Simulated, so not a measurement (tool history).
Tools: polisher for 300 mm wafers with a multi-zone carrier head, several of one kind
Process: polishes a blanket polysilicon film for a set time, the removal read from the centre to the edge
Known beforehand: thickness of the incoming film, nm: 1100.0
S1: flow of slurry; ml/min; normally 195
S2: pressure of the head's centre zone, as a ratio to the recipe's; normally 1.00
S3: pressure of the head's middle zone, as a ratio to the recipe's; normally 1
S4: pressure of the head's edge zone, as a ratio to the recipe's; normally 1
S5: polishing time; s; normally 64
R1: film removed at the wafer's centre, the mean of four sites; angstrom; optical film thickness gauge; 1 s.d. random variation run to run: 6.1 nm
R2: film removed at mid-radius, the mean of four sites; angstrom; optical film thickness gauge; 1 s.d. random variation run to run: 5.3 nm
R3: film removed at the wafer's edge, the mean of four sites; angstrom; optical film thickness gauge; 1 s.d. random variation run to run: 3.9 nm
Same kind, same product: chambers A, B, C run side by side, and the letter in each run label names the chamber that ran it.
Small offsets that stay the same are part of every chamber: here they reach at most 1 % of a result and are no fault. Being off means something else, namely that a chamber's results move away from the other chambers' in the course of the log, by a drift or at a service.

{"hour": 12.8, "done": "chamber B: worn pad replaced by a new one"}
{"run": "1A", "hour": 14.0, "S1": 195, "S2": 1.0, "S3": 1, "S4": 1, "S5": 64, "R1": 4558.4, "R2": 4523.4, "R3": 4535.9}
{"hour": 23.8, "done": "chamber C: edge zone pressure recalibrated"}
{"run": "2B", "hour": 28.3, "S1": 195, "S2": 1.0, "S3": 1, "S4": 1, "S5": 64, "R1": 4615.2, "R2": 4589.1, "R3": 4508.6}
{"run": "3C", "hour": 44.0, "S1": 195, "S2": 1.0, "S3": 1, "S4": 1, "S5": 64, "R1": 4652.5, "R2": 4557.3, "R3": 4607.9}
{"run": "4A", "hour": 57.8, "S1": 195, "S2": 1.0, "S3": 1, "S4": 1, "S5": 64, "R1": 4603.2, "R2": 4535.3, "R3": 4563.9}
{"run": "5B", "hour": 69.1, "S1": 195, "S2": 1.0, "S3": 1, "S4": 1, "S5": 64, "R1": 4558.3, "R2": 4510.5, "R3": 4673.3}
{"hour": 71.3, "done": "chamber A: edge zone pressure recalibrated"}
{"run": "6C", "hour": 78.5, "S1": 195, "S2": 1.0, "S3": 1, "S4": 1, "S5": 64, "R1": 4548.3, "R2": 4620.3, "R3": 4592.0}
{"hour": 79.8, "done": "chamber C: worn pad replaced by a new one"}
{"run": "7B", "hour": 90.5, "S1": 195, "S2": 1.0, "S3": 1, "S4": 1, "S5": 64, "R1": 4499.5, "R2": 4544.3, "R3": 4613.3}
{"run": "8C", "hour": 97.5, "S1": 195, "S2": 1.0, "S3": 1, "S4": 1, "S5": 64, "R1": 4508.7, "R2": 4647.6, "R3": 4613.9}
{"run": "9A", "hour": 106.3, "S1": 195, "S2": 1.0, "S3": 1, "S4": 1, "S5": 64, "R1": 4609.8, "R2": 4498.6, "R3": 4536.2}
{"hour": 114.5, "done": "chamber A: slurry nozzle cleaned"}
{"hour": 116.8, "done": "chamber B: worn pad replaced by a new one"}
{"run": "10B", "hour": 120.4, "S1": 195, "S2": 1.0, "S3": 1, "S4": 1, "S5": 64, "R1": 4587.9, "R2": 4583.7, "R3": 4595.9}
{"run": "11C", "hour": 128.1, "S1": 195, "S2": 0.89, "S3": 1, "S4": 1, "S5": 64, "R1": 4065.5, "R2": 4562.0, "R3": 4519.2}
{"run": "12A", "hour": 136.8, "S1": 195, "S2": 0.89, "S3": 1, "S4": 1, "S5": 64, "R1": 3969.3, "R2": 4396.1, "R3": 4380.4}
{"run": "13B", "hour": 145.3, "S1": 195, "S2": 0.89, "S3": 1, "S4": 1, "S5": 64, "R1": 3933.8, "R2": 4577.2, "R3": 4638.9}
{"run": "14A", "hour": 160.8, "S1": 195, "S2": 1.0, "S3": 1, "S4": 1, "S5": 64, "R1": 4305.4, "R2": 4366.6, "R3": 4336.9}
{"run": "15C", "hour": 169.5, "S1": 195, "S2": 1.0, "S3": 1, "S4": 1, "S5": 64, "R1": 4498.9, "R2": 4573.1, "R3": 4558.2}
{"run": "16C", "hour": 182.9, "S1": 195, "S2": 1.0, "S3": 1, "S4": 1, "S5": 64, "R1": 4528.9, "R2": 4460.8, "R3": 4546.1}
{"run": "17A", "hour": 190.5, "S1": 195, "S2": 1.0, "S3": 1, "S4": 1, "S5": 64, "R1": 4329.3, "R2": 4136.3, "R3": 4236.4}
{"hour": 194.5, "done": "chamber B: centre zone pressure recalibrated"}
{"run": "18B", "hour": 200.2, "S1": 195, "S2": 1.0, "S3": 1, "S4": 1, "S5": 64, "R1": 4480.6, "R2": 4507.8, "R3": 4627.9}
{"run": "19B", "hour": 211.0, "S1": 195, "S2": 1.0, "S3": 1, "S4": 1, "S5": 64, "R1": 4533.6, "R2": 4573.5, "R3": 4676.0}
{"run": "20A", "hour": 225.5, "S1": 195, "S2": 1.0, "S3": 1, "S4": 1, "S5": 64, "R1": 4087.6, "R2": 4046.3, "R3": 4128.0}

All 3 chambers run these settings next. Forecast each chamber's results:
{"run": "21A", "hour": 236.8, "S1": 195, "S2": 1.0, "S3": 1, "S4": 1, "S5": 64, "R1": "?", "R2": "?", "R3": "?"}
{"run": "21B", "hour": 236.8, "S1": 195, "S2": 1.0, "S3": 1, "S4": 1, "S5": 64, "R1": "?", "R2": "?", "R3": "?"}
{"run": "21C", "hour": 236.8, "S1": 195, "S2": 1.0, "S3": 1, "S4": 1, "S5": 64, "R1": "?", "R2": "?", "R3": "?"}

run=21A R1=4240.5 R2=4034.8 R3=4112.3
run=21B R1=4468.9 R2=4563.9 R3=4618.5
run=21C R1=4572.5 R2=4496.0 R3=4567.6
